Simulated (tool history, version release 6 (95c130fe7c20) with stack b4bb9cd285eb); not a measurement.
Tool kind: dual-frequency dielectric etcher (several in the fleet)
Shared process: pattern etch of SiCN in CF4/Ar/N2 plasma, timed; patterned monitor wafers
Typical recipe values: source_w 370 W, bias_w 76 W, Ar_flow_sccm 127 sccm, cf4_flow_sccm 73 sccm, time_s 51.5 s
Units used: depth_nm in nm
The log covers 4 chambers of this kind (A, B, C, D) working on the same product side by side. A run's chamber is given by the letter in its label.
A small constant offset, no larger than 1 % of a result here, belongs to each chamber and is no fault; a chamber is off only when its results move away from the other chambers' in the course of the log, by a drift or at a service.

run	hour	source_w	bias_w	Ar_flow_sccm	cf4_flow_sccm	time_s	read-back reference wafer on the same gauge, depth_nm	depth_nm
1B	6.6	370	76	127	73	51.5	39.057	37.406
2D	14.2	370	76	127	73	51.5	39.027	36.644
3C	20.8	370	76	127	73	51.5	39.03	37.447
4A	26.1	370	76	127	73	51.5	38.962	37.156
5D	34.9	370	76	127	73	51.5	38.977	36.714
6A	42.9	370	76	127	73	51.5	39.012	37.222
7B	48.6	370	76	127	73	51.5	38.997	37.183
8C	54	370	76	127	73	51.5	39.019	36.876
9A	61.3	370	76	127	73	51.5	38.979	37.113
10D	66	370	76	127	73	51.5	38.995	36.78
11B	71.9	370	76	127	73	51.5	38.989	36.999
12C	79.2	370	76	127	73	51.5	39.009	37.407
13A	83.4	370	76	127	73	51.5	39.037	36.968
14D	87.2	370	76	127	73	51.5	39.018	36.693
15C	96	370	76	138	73	51.5	39.004	36.964
16B	102.4	370	76	138	73	51.5	39.034	36.496
17D	109.3	370	76	138	73	51.5	38.959	36.157
18B	117.2	370	76	138	73	51.5	38.942	36.474
19A	123.3	370	76	127	73	51.5	38.941	37.354
# hour 127: chamber A: bias power generator calibrated
20C	129.6	370	76	127	73	51.5	39.032	37.755
21C	136.4	370	76	127	73	51.5	38.932	37.675
# hour 141.9: chamber A: CF4 flow controller replaced
22D	143.3	370	76	127	73	51.5	38.977	36.706
23B	148	370	76	127	61	51.5	38.973	36.283
# hour 150: chamber A: wet clean of the chamber
24A	156.6	370	76	127	61	51.5	38.992	35.775
25A	163.9	370	76	127	61	51.5	38.985	35.885
# hour 164.7: chamber B: wet clean of the chamber
26C	168.3	370	76	127	61	51.5	38.971	36.604
27B	172.6	370	76	127	73	51.5	38.965	36.834
28D	179.6	370	76	127	73	51.5	38.953	36.813
29A	184	370	76	127	73	51.5	38.995	36.723
30D	188.3	370	76	127	73	51.5	39.034	36.787
31C	194.7	370	76	127	73	51.5	39.037	37.751
32B	203	370	76	127	73	51.5	39.019	36.865
33A	207.5	370	76	127	73	51.5	38.999	36.472
34C	212.6	370	76	127	73	51.5	39.031	37.988
35B	219	370	76	127	73	51.5	39.031	37.391
36D	226.2	370	76	127	73	51.5	39.037	36.523
37A	233.6	370	76	127	73	51.5	38.97	37.121
38C	240.8	370	76	127	73	51.5	38.995	38.491
39D	244.7	370	87	127	55	51.5	39.045	37.555
40B	250.7	370	87	127	55	51.5	39.03	37.329
41A	259.5	370	87	127	55	51.5	38.971	37.073
42C	263.6	370	87	127	55	51.5	39.027	38.987
# hour 266.2: chamber D: wet clean of the chamber
43B	270.8	370	76	127	73	51.5	39.004	37.316
44D	276.1	370	76	127	73	51.5	39.07	37.103

Next, every chamber runs the same settings. What will each give?
45A	282.4	450	76	127	73	51.5		?
45B	282.4	450	76	127	73	51.5		?
45C	282.4	450	76	127	73	51.5		?
45D	282.4	450	76	127	73	51.5		?

run	depth_nm
45A	44.107
45B	44.271
45C	45.453
45D	43.394

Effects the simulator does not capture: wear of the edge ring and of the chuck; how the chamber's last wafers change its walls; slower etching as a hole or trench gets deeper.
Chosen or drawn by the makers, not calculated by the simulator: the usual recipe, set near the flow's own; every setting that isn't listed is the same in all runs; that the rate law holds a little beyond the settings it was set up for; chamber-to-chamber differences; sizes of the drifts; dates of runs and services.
